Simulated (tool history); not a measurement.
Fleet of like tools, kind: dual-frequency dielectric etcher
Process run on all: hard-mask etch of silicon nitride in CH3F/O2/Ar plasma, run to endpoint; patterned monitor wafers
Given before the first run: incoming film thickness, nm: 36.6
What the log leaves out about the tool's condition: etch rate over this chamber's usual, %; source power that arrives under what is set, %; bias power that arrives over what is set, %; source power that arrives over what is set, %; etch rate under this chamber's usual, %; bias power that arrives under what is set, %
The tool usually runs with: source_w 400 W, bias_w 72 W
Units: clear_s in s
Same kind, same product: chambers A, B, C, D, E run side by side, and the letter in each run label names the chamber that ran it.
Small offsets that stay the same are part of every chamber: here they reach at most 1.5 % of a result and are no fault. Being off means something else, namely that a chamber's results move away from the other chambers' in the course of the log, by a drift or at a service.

run,hour,source_w,bias_w,hours since the last wet clean,hours since the last source power generator calibration,hours since the last bias power generator calibration,clear_s
1C,4.4,400,72,204.7,2528.6,2172.1,53.201
2E,13.7,400,72,453.7,2894.2,1459.3,51.504
3A,21.7,400,72,349.7,2402.9,1177.8,53.631
4B,29.4,400,72,103.7,1326.8,1684.3,53.015
5D,34.4,400,72,186.5,1126.8,1117.8,53.440
6B,43.7,400,72,118.0,1341.1,1698.6,53.216
7E,49.2,400,72,489.2,2929.7,1494.8,52.286
8D,54.5,400,72,206.6,1146.9,1137.9,53.222
9A,62.0,400,72,390.0,2443.2,1218.1,53.789
10C,67.7,400,72,268.0,2591.9,2235.4,53.715
11C,75.2,400,72,275.5,2599.4,2242.9,53.092
12B,81.0,400,72,155.3,1378.4,1735.9,52.772
# hour 81.6: chamber E: wet clean of the chamber
13D,87.6,400,72,239.7,1180.0,1171.0,54.064
14E,93.7,400,72,12.2,2974.2,1539.3,52.334
15A,99.7,400,72,427.7,2480.9,1255.8,54.380
# hour 101.4: chamber A: wet clean of the chamber
16E,107.4,400,72,25.9,2987.9,1553.0,51.995
17C,112.1,400,72,312.4,2636.3,2279.8,53.460
18D,116.4,400,72,268.5,1208.8,1199.8,53.207
19A,123.4,400,72,22.0,2504.6,1279.5,53.600
# hour 126.5: chamber C: source power generator calibrated
20B,127.7,400,72,202.0,1425.1,1782.6,53.360
21D,133.8,400,72,285.9,1226.2,1217.2,53.509
22B,143.7,400,72,218.0,1441.1,1798.6,52.818
23A,151.7,400,72,50.3,2532.9,1307.8,53.688
24C,161.3,400,72,361.6,34.8,2329.0,54.751
25E,167.2,400,72,85.7,3047.7,1612.8,52.950
26A,174.1,400,72,72.7,2555.3,1330.2,54.030
27C,182.2,400,72,382.5,55.7,2349.9,54.724
28B,189.9,400,72,264.2,1487.3,1844.8,52.184
29D,199.7,400,72,351.8,1292.1,1283.1,53.137
30E,207.7,400,72,126.2,3088.2,1653.3,51.741
31E,215.4,400,72,133.9,3095.9,1661.0,52.563
32B,223.7,400,72,298.0,1521.1,1878.6,52.978

Is one chamber off against the others, does the gauge drift, or is nothing wrong? If a chamber is off, say which, and what the likeliest cause is.

Chamber C drifts away from the others.
What lies behind it: etch rate under this chamber's usual, % = 3.4.

Below are 4 candidate recipes for chamber C's next run, each the usual settings with a change, their results shown as question marks. Which of them brings C's results back in line with what the other chambers give on the usual settings?
Allowed miss from the other chambers' usual-settings mean, per result, to count as in line: clear_s 1.200 s
33C-1,230.8,380,68,,,,?
33C-2,230.8,450,79,,,,?
33C-3,230.8,400,80,,,,?
33C-4,230.8,320,72,,,,?

Mean of the other chambers on the usual settings: clear_s 53.074 s
run,clear_s
33C-1,57.492
33C-2,51.165
33C-3,53.293
33C-4,60.237
With 33C-3, the chamber falls back in line with the rest.

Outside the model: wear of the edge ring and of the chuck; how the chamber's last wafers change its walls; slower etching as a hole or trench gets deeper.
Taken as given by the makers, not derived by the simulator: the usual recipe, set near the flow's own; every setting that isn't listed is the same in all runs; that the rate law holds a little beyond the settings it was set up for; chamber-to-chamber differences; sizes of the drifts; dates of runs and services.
